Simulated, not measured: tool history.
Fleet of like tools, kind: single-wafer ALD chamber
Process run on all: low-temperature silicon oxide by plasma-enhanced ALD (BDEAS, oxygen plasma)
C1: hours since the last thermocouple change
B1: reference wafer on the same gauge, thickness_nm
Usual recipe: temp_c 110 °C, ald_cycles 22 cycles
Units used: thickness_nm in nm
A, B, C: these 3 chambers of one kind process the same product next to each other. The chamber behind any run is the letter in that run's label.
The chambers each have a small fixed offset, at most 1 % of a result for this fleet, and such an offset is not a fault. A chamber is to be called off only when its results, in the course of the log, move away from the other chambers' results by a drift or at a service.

run 1A hour=4.3 | temp_c=110 ald_cycles=22 | C1=532.8 | B1=3.3987 | thickness_nm=3.1108
run 2C hour=7 | temp_c=110 ald_cycles=22 | C1=1839.6 | B1=3.4012 | thickness_nm=3.0703
run 3B hour=10.6 | temp_c=110 ald_cycles=22 | C1=1343.9 | B1=3.3973 | thickness_nm=3.0602
run 4B hour=16 | temp_c=110 ald_cycles=22 | C1=1349.3 | B1=3.3975 | thickness_nm=3.0808
run 5A hour=19.9 | temp_c=110 ald_cycles=22 | C1=548.4 | B1=3.3994 | thickness_nm=3.0893
run 6C hour=24.9 | temp_c=119 ald_cycles=22 | C1=1857.5 | B1=3.397 | thickness_nm=3.0063
run 7C hour=27.7 | temp_c=119 ald_cycles=22 | C1=1860.3 | B1=3.4005 | thickness_nm=2.9818
run 8A hour=33.7 | temp_c=119 ald_cycles=22 | C1=562.2 | B1=3.4017 | thickness_nm=3.0493
run 9B hour=40 | temp_c=110 ald_cycles=22 | C1=1373.3 | B1=3.4007 | thickness_nm=3.0672
run 10C hour=44.3 | temp_c=116 ald_cycles=18 | C1=1876.9 | B1=3.3971 | thickness_nm=2.4617
run 11A hour=49.8 | temp_c=116 ald_cycles=18 | C1=578.3 | B1=3.4006 | thickness_nm=2.478
run 12B hour=55.5 | temp_c=116 ald_cycles=18 | C1=1388.8 | B1=3.398 | thickness_nm=2.4761
run 13A hour=59.3 | temp_c=97 ald_cycles=25 | C1=587.8 | B1=3.401 | thickness_nm=3.5993
run 14C hour=63.3 | temp_c=97 ald_cycles=25 | C1=1895.9 | B1=3.3994 | thickness_nm=3.5732
run 15B hour=69.8 | temp_c=97 ald_cycles=25 | C1=1403.1 | B1=3.3984 | thickness_nm=3.5599
run 16C hour=76 | temp_c=110 ald_cycles=22 | C1=1908.6 | B1=3.4005 | thickness_nm=3.0792
run 17B hour=81.1 | temp_c=110 ald_cycles=22 | C1=1414.4 | B1=3.4037 | thickness_nm=3.0593
run 18A hour=86.6 | temp_c=110 ald_cycles=22 | C1=615.1 | B1=3.3967 | thickness_nm=3.0877
run 19B hour=91.1 | temp_c=110 ald_cycles=22 | C1=1424.4 | B1=3.3998 | thickness_nm=3.064
run 20A hour=95.2 | temp_c=110 ald_cycles=22 | C1=623.7 | B1=3.4 | thickness_nm=3.0917
run 21C hour=101.2 | temp_c=110 ald_cycles=22 | C1=1933.8 | B1=3.3999 | thickness_nm=3.0467
run 22B hour=107.6 | temp_c=110 ald_cycles=22 | C1=1440.9 | B1=3.3986 | thickness_nm=3.0852
run 23C hour=112.2 | temp_c=110 ald_cycles=22 | C1=1944.8 | B1=3.4014 | thickness_nm=3.0652
run 24A hour=118.3 | temp_c=110 ald_cycles=22 | C1=646.8 | B1=3.3968 | thickness_nm=3.1029
run 25C hour=121.9 | temp_c=110 ald_cycles=22 | C1=1954.5 | B1=3.398 | thickness_nm=3.052
run 26B hour=126.3 | temp_c=110 ald_cycles=22 | C1=1459.6 | B1=3.4007 | thickness_nm=3.0742

All 3 chambers run these settings next. Forecast each chamber's results:
run 27A hour=130.9 | temp_c=120 ald_cycles=22 | thickness_nm=?
run 27B hour=130.9 | temp_c=120 ald_cycles=22 | thickness_nm=?
run 27C hour=130.9 | temp_c=120 ald_cycles=22 | thickness_nm=?

run=27A thickness_nm=3.0272
run=27B thickness_nm=3.0063
run=27C thickness_nm=3.0063
